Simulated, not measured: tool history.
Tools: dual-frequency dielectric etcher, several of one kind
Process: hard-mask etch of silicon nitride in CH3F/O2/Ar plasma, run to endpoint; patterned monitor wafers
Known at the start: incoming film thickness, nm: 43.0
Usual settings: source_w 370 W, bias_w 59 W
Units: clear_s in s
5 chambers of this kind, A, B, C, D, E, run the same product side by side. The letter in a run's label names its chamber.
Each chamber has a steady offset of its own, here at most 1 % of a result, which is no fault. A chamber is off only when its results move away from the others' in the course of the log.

run,hour,source_w,bias_w,hours since the last wet clean,hours since the last source power generator calibration,hours since the last bias power generator calibration,clear_s
1D,6.3,370,59,109,2072.2,834.2,68.632
2E,12.2,370,59,486.1,1231.1,419.6,68.502
3C,20.6,370,59,227.8,197.1,1225.4,68.527
# hour 22.8: chamber E: wet clean of the chamber
# hour 24.2: chamber A: wet clean of the chamber
4A,28.3,370,59,4.1,725.3,3023.2,68.943
5B,35.1,370,59,260.4,952.8,1179.4,69.216
6A,40.1,370,59,15.9,737.1,3035,69.27
7D,45.1,370,59,147.8,2111,873,68.651
8C,54.9,370,59,262.1,231.4,1259.7,68.931
# hour 57.9: chamber A: bias power generator calibrated
9B,61.3,370,59,286.6,979,1205.6,68.926
10E,65.7,330,44,43,1284.6,473.1,78.838
11B,74.5,330,44,299.8,992.2,1218.8,79.175
12D,81,330,44,183.7,2146.9,908.9,77.853
13C,87.9,330,44,295.1,264.4,1292.7,78.741
14A,96.9,330,44,72.7,793.9,39.1,79.216
15E,104.8,370,59,82.1,1323.7,512.2,68.006
16E,110.4,370,59,87.7,1329.3,517.8,68.604
17D,116.9,370,59,219.6,2182.8,944.8,67.639
18B,125.9,370,59,351.2,1043.6,1270.2,68.826
19C,131.9,370,59,339.1,308.4,1336.7,68.702
20A,141,370,59,116.8,838,83.2,69.161
21D,150.4,370,59,253.1,2216.3,978.3,67.552
22C,160.3,370,59,367.5,336.8,1365.1,68.351
23E,165.7,370,59,143,1384.6,573.1,68.206
24A,175.8,370,59,151.6,872.8,118,68.918
25B,185.2,370,59,410.5,1102.9,1329.5,68.911
26D,193.2,370,59,295.9,2259.1,1021.1,66.998
# hour 200: chamber C: wet clean of the chamber
27C,202.3,370,59,2.4,378.8,1407.1,68.829
28B,207.5,370,59,432.8,1125.2,1351.8,68.981
29A,214.6,370,59,190.4,911.6,156.8,68.889
30E,222.5,370,59,199.8,1441.4,629.9,68.404
31A,229.2,370,59,205,926.2,171.4,68.988
32C,238.9,320,47,39,415.4,1443.7,78.057
33D,248.7,320,47,351.4,2314.6,1076.6,75.627
34E,253.8,320,47,231.1,1472.7,661.2,78.044
35B,262.8,320,47,488.1,1180.5,1407.1,78.142
36C,269.6,320,47,69.7,446.1,1474.4,77.763
37D,276,370,59,378.7,2341.9,1103.9,66.335
38B,280.5,370,59,505.8,1198.2,1424.8,68.688
39E,286.6,370,59,263.9,1505.5,694,68.377
40A,295.1,370,59,270.9,992.1,237.3,68.56
41C,303.7,370,59,103.8,480.2,1508.5,68.628

All 5 chambers run these settings next. Forecast each chamber's results:
42A,310.9,450,59,,,,?
42B,310.9,450,59,,,,?
42C,310.9,450,59,,,,?
42D,310.9,450,59,,,,?
42E,310.9,450,59,,,,?

run,clear_s
42A,63.847
42B,63.822
42C,63.655
42D,61.297
42E,63.443

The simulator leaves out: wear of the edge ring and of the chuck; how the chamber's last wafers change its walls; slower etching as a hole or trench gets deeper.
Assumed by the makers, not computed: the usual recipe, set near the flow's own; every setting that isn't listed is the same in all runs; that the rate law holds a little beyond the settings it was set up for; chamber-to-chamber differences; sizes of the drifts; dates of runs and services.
